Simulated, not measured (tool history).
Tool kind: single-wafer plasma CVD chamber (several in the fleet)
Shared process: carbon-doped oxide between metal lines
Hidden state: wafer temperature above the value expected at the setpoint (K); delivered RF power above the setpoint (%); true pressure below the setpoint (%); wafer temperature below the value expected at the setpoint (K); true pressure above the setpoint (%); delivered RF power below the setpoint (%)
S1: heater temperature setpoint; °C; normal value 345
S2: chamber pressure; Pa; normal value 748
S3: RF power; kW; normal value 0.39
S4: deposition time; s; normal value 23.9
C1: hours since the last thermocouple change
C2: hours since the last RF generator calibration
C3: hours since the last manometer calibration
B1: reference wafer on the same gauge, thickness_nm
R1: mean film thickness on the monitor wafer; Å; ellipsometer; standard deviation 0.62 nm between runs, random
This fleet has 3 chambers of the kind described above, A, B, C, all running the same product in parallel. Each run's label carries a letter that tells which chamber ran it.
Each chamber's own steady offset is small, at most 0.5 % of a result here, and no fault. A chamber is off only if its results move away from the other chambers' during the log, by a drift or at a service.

At day 0.029: chamber C: capacitance manometer re-zeroed and calibrated.
Run 1A, day 0.346: usual settings; C1 964.3; C2 971.1; C3 1461.9; B1 98.036. Result: R1 1052.6 Å.
Run 2C, day 0.983: usual settings; C1 366.7; C2 864.6; C3 22.9; B1 98.042. Result: R1 1057.2 Å.
Run 3B, day 1.458: usual settings; C1 225.6; C2 130.5; C3 279.8; B1 98.001. Result: R1 1057.9 Å.
Run 4B, day 1.933: usual settings; C1 237; C2 141.9; C3 291.2; B1 97.846. Result: R1 1064.4 Å.
Run 5A, day 2.354: usual settings; C1 1012.5; C2 1019.3; C3 1510.1; B1 97.894. Result: R1 1056 Å.
Run 6C, day 2.771: usual settings; C1 409.6; C2 907.5; C3 65.8; B1 98.108. Result: R1 1052.4 Å.
Run 7B, day 3.383: usual settings; C1 271.8; C2 176.7; C3 326; B1 98.001. Result: R1 1064.6 Å.
Run 8A, day 4.033: usual settings; C1 1052.8; C2 1059.6; C3 1550.4; B1 97.907. Result: R1 1057.6 Å.
Run 9C, day 4.604: usual settings; C1 453.6; C2 951.5; C3 109.8; B1 97.979. Result: R1 1054.8 Å.
Run 10B, day 4.988: usual settings; C1 310.3; C2 215.2; C3 364.5; B1 97.969. Result: R1 1069.2 Å.
Run 11C, day 5.496: usual settings; C1 475; C2 972.9; C3 131.2; B1 97.991. Result: R1 1061.4 Å.
Run 12A, day 6.008: usual settings; C1 1100.2; C2 1107; C3 1597.8; B1 97.906. Result: R1 1056.1 Å.
Run 13B, day 6.375: usual settings; C1 343.6; C2 248.5; C3 397.8; B1 98.018. Result: R1 1058.5 Å.
Run 14C, day 7.008: usual settings; C1 511.3; C2 1009.2; C3 167.5; B1 97.989. Result: R1 1062.6 Å.
Run 15A, day 7.296: usual settings; C1 1131.1; C2 1137.9; C3 1628.7; B1 98.058. Result: R1 1042.4 Å.
Run 16A, day 7.821: usual settings; C1 1143.7; C2 1150.5; C3 1641.3; B1 98.011. Result: R1 1073.7 Å.
Run 17C, day 8.4: usual settings; C1 544.7; C2 1042.6; C3 200.9; B1 97.96. Result: R1 1050.7 Å.
Run 18B, day 8.696: usual settings but S2 921 Pa; C1 399.3; C2 304.2; C3 453.5; B1 97.861. Result: R1 1081.8 Å.
Run 19A, day 9.179: usual settings but S2 921 Pa; C1 1176.3; C2 1183.1; C3 1673.9; B1 98.15. Result: R1 1080.7 Å.
Run 20B, day 9.492: usual settings but S2 921 Pa; C1 418.4; C2 323.3; C3 472.6; B1 97.945. Result: R1 1080.1 Å.
Run 21C, day 9.946: usual settings but S3 0.355 kW; C1 581.8; C2 1079.7; C3 238; B1 98.142. Result: R1 976.91 Å.
Run 22B, day 10.325: usual settings but S3 0.355 kW; C1 438.4; C2 343.3; C3 492.6; B1 97.972. Result: R1 993.18 Å.
Run 23A, day 10.796: usual settings but S3 0.355 kW; C1 1215.1; C2 1221.9; C3 1712.7; B1 98.062. Result: R1 981.55 Å.
Run 24C, day 11.221: usual settings but S2 608 Pa; C1 612.4; C2 1110.3; C3 268.6; B1 97.962. Result: R1 1018.9 Å.
Run 25B, day 11.542: usual settings but S2 608 Pa; C1 467.6; C2 372.5; C3 521.8; B1 97.887. Result: R1 1023.9 Å.
Run 26A, day 11.833: usual settings but S2 608 Pa; C1 1240; C2 1246.8; C3 1737.6; B1 97.924. Result: R1 1021.2 Å.
Run 27C, day 12.496: usual settings; C1 643; C2 1140.9; C3 299.2; B1 97.882. Result: R1 1049.3 Å.
Run 28C, day 12.833: usual settings; C1 651.1; C2 1149; C3 307.3; B1 97.984. Result: R1 1040.5 Å.
Run 29B, day 13.267: usual settings; C1 509; C2 413.9; C3 563.2; B1 98.129. Result: R1 1061.3 Å.
Run 30A, day 13.667: usual settings; C1 1284; C2 1290.8; C3 1781.6; B1 98.007. Result: R1 1049.4 Å.
Run 31A, day 14.188: usual settings but S1 336 °C, S4 28.4 s; C1 1296.5; C2 1303.3; C3 1794.1; B1 97.994. Result: R1 1273.5 Å.
Run 32C, day 14.688: usual settings but S1 336 °C, S4 28.4 s; C1 695.6; C2 1193.5; C3 351.8; B1 97.953. Result: R1 1285.9 Å.
Run 33B, day 15.279: usual settings but S1 336 °C, S4 28.4 s; C1 557.3; C2 462.2; C3 611.5; B1 98.037. Result: R1 1305.1 Å.
At day 15.579: chamber A: thermocouple changed; heater temperature recalibrated.
Run 34B, day 15.808: usual settings but S1 357 °C, S2 809 Pa; C1 570; C2 474.9; C3 624.2; B1 98.02. Result: R1 1049.6 Å.
Run 35C, day 16.471: usual settings but S1 357 °C, S2 809 Pa; C1 738.4; C2 1236.3; C3 394.6; B1 97.995. Result: R1 1023.6 Å.
Run 36A, day 16.812: usual settings but S1 357 °C, S2 809 Pa; C1 29.7; C2 1366.3; C3 1857.1; B1 98.1. Result: R1 1040.5 Å.
Run 37A, day 17.221: usual settings; C1 39.5; C2 1376.1; C3 1866.9; B1 98.027. Result: R1 1058.6 Å.
Run 38B, day 17.658: usual settings; C1 614.4; C2 519.3; C3 668.6; B1 98.046. Result: R1 1060.1 Å.
Run 39C, day 18.067: usual settings; C1 776.7; C2 1274.6; C3 432.9; B1 98.097. Result: R1 1052.9 Å.
Run 40C, day 18.4: usual settings; C1 784.7; C2 1282.6; C3 440.9; B1 98.025. Result: R1 1051.7 Å.
Run 41B, day 18.996: usual settings; C1 646.5; C2 551.4; C3 700.7; B1 98.107. Result: R1 1059.6 Å.
Run 42A, day 19.612: usual settings; C1 96.9; C2 1433.5; C3 1924.3; B1 97.91. Result: R1 1065 Å.

Is one chamber out of step, is the gauge drifting, or do the chambers differ by no more than their own small offsets? For an off chamber, give its letter and the likeliest cause.

No chamber is off and the gauge is stable; the differences are just each chamber's small, constant offset.
